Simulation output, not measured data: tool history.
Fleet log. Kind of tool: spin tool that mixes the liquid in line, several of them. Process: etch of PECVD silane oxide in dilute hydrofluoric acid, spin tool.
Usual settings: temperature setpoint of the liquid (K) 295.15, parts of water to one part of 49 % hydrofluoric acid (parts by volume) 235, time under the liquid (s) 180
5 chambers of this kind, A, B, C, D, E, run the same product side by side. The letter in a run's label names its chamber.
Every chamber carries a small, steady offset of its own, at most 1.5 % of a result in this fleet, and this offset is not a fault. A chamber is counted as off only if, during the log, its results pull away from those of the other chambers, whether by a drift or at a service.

| run | hour | temperature setpoint of the liquid (K) | parts of water to one part of 49 % hydrofluoric acid (parts by volume) | time under the liquid (s) | hours since the thermometer was replaced | hours since the hydrofluoric acid flow meter was replaced | read-back film thickness of the PECVD silane oxide reference wafer, read on the same gauge (nm) | thickness taken off the PECVD silane oxide on a monitor wafer (nm) |
|---|---|---|---|---|---|---|---|---|
| 1B | 10.8 | 295.15 | 235 | 180 | 176.8 | 919.5 | 50.017 | 11.7660 |
| 2C | 19.9 | 295.15 | 235 | 180 | 1684.1 | 937.2 | 50.006 | 11.3890 |
| 3A | 26.6 | 295.15 | 235 | 180 | 1725.9 | 840.2 | 50.006 | 11.8900 |
| 4D | 32.9 | 295.15 | 235 | 180 | 1144.1 | 92.0 | 50.002 | 11.5880 |
| 5E | 41.2 | 295.15 | 235 | 180 | 470.4 | 1196.4 | 49.989 | 11.6670 |
| 6C | 47.7 | 295.15 | 235 | 180 | 1711.9 | 965.0 | 50.003 | 11.4940 |
| 7B | 55.7 | 295.15 | 235 | 180 | 221.7 | 964.4 | 49.998 | 11.7430 |
|  | 58.1 | chamber C: hydrofluoric acid flow meter replaced |
| 8A | 61.5 | 295.15 | 235 | 180 | 1760.8 | 875.1 | 50.002 | 11.7200 |
|  | 65.9 | chamber A: hydrofluoric acid flow meter replaced |
| 9E | 70.7 | 293.15 | 290 | 180 | 499.9 | 1225.9 | 49.994 | 8.3263 |
| 10D | 78.6 | 293.15 | 290 | 180 | 1189.8 | 137.7 | 49.989 | 8.2992 |
| 11E | 83.7 | 293.15 | 290 | 180 | 512.9 | 1238.9 | 49.988 | 8.0922 |
| 12A | 89.2 | 293.15 | 290 | 180 | 1788.5 | 23.4 | 50.005 | 8.3884 |
| 13C | 96.3 | 293.15 | 290 | 180 | 1760.5 | 38.3 | 50.010 | 8.1685 |
| 14D | 103.5 | 295.15 | 235 | 180 | 1214.7 | 162.6 | 49.987 | 11.6570 |
| 15B | 109.1 | 295.15 | 235 | 180 | 275.1 | 1017.8 | 49.991 | 11.7200 |
| 16C | 116.0 | 295.15 | 235 | 180 | 1780.2 | 58.0 | 49.982 | 11.5370 |
| 17D | 127.2 | 298.15 | 235 | 180 | 1238.4 | 186.3 | 50.011 | 13.0360 |
| 18B | 138.3 | 298.15 | 235 | 180 | 304.3 | 1047.0 | 49.996 | 13.0420 |
| 19E | 145.5 | 298.15 | 235 | 180 | 574.7 | 1300.7 | 50.010 | 12.5470 |
| 20A | 153.4 | 298.15 | 235 | 180 | 1852.7 | 87.6 | 49.994 | 13.2660 |
| 21E | 164.8 | 298.15 | 235 | 180 | 594.0 | 1320.0 | 49.995 | 12.7290 |
| 22A | 173.5 | 295.15 | 235 | 180 | 1872.8 | 107.7 | 49.999 | 11.7780 |
| 23C | 183.8 | 295.15 | 235 | 180 | 1848.0 | 125.8 | 50.015 | 11.4490 |
| 24D | 194.5 | 295.15 | 235 | 180 | 1305.7 | 253.6 | 50.001 | 11.5380 |
| 25B | 205.9 | 295.15 | 235 | 180 | 371.9 | 1114.6 | 49.993 | 11.5960 |
| 26D | 213.2 | 295.15 | 235 | 180 | 1324.4 | 272.3 | 50.009 | 11.6060 |
| 27C | 222.9 | 297.65 | 235 | 215 | 1887.1 | 164.9 | 49.985 | 14.8810 |
| 28E | 234.2 | 297.65 | 235 | 215 | 663.4 | 1389.4 | 50.014 | 14.2400 |
| 29A | 240.6 | 297.65 | 235 | 215 | 1939.9 | 174.8 | 49.999 | 15.5270 |
| 30B | 250.6 | 297.65 | 235 | 215 | 416.6 | 1159.3 | 50.000 | 15.3380 |
| 31C | 256.4 | 297.65 | 235 | 215 | 1920.6 | 198.4 | 49.998 | 14.9950 |
| 32B | 263.6 | 295.15 | 235 | 180 | 429.6 | 1172.3 | 49.988 | 11.6880 |
| 33D | 269.0 | 295.15 | 235 | 180 | 1380.2 | 328.1 | 49.998 | 11.5430 |
| 34E | 276.7 | 295.15 | 235 | 180 | 705.9 | 1431.9 | 50.018 | 10.5070 |
| 35A | 284.9 | 295.15 | 235 | 180 | 1984.2 | 219.1 | 49.994 | 11.9370 |
| 36D | 295.0 | 295.15 | 235 | 180 | 1406.2 | 354.1 | 49.987 | 11.7560 |
| 37E | 301.5 | 295.15 | 235 | 180 | 730.7 | 1456.7 | 50.006 | 10.4620 |
| 38B | 310.9 | 295.15 | 235 | 180 | 476.9 | 1219.6 | 50.020 | 11.7610 |
| 39A | 319.6 | 296.65 | 330 | 180 | 2018.9 | 253.8 | 49.998 | 8.1248 |

Predict what each chamber gives when all 5 of them run the settings below next.
| 40A | 327.9 | 295.15 | 315 | 180 |  |  |  | ? |
| 40B | 327.9 | 295.15 | 315 | 180 |  |  |  | ? |
| 40C | 327.9 | 295.15 | 315 | 180 |  |  |  | ? |
| 40D | 327.9 | 295.15 | 315 | 180 |  |  |  | ? |
| 40E | 327.9 | 295.15 | 315 | 180 |  |  |  | ? |

| run | thickness taken off the PECVD silane oxide on a monitor wafer (nm) |
|---|---|
| 40A | 8.3007 |
| 40B | 8.1606 |
| 40C | 7.8514 |
| 40D | 8.2161 |
| 40E | 7.2050 |
